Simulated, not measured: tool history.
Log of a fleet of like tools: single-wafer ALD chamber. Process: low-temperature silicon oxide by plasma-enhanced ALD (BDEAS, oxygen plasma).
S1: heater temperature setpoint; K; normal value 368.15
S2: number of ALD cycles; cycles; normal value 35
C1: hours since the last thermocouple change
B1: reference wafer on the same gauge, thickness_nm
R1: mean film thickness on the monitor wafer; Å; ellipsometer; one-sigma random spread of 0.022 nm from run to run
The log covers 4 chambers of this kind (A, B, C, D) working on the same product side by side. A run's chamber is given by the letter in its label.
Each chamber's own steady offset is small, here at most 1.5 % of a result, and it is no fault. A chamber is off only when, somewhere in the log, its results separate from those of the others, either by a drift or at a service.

run   hour      S1  S2      C1      B1      R1
 1D      7  368.15  35   483.8  5.5596  50.834
 2B   14.8  368.15  35  1277.7  5.5564  50.417
 3C   24.6  368.15  35   515.5  5.5557  50.685
 4A   31.5  368.15  35   331.2  5.5636  50.833
 5B   41.3  368.15  35  1304.2  5.5625  50.319
 6C   46.4  368.15  35   537.3  5.5591  50.974
 7A   54.2  368.15  35   353.9  5.5561  50.914
 8D   62.4  368.15  35   539.2  5.5662  51.018
 9D   71.8  355.15  29   548.6  5.5615  43.842
10B   81.7  355.15  29  1344.6  5.5632   43.88
11C   87.8  355.15  29   578.7  5.5557  43.803
12A   97.5  355.15  29   397.2  5.5577   43.98
13C  104.9  368.15  35   595.8  5.5663  51.196
14A  113.7  358.15  35   413.4  5.5596  52.556
15D  120.7  358.15  35   597.5  5.5544  52.655
16B  129.1  358.15  35    1392  5.5626  51.779
17C  136.3  358.15  35   627.2  5.5537  52.524
18D  146.3  368.15  35   623.1  5.5536  51.074
19B  151.3  368.15  35  1414.2  5.5596  50.568
20A  160.8  368.15  35   460.5   5.561  50.792
21D  166.7  368.15  35   643.5  5.5632  50.905
22C  177.2  368.15  35   668.1   5.561  50.863
     185.7  -- chamber B: thermocouple changed; heater temperature recalibrated
23A  186.7  368.15  35   486.4  5.5596  50.891
24B  196.9  368.15  35    11.2  5.5571  50.191
25C  206.7  368.15  35   697.6  5.5542  50.727
26A  215.1  368.15  35   514.8  5.5593   51.27
27B  223.6  368.15  35    37.9  5.5617  50.251
28D  233.2  368.15  35     710  5.5579  50.967
29A  243.7  368.15  35   543.4  5.5619  50.686
30C  253.2  368.15  35   744.1  5.5557  50.497

Is one chamber off against the others, does the gauge drift, or is nothing wrong? If a chamber is off, say which, and what the likeliest cause is.

No chamber stands off beyond its own small offset, and the gauge holds steady.
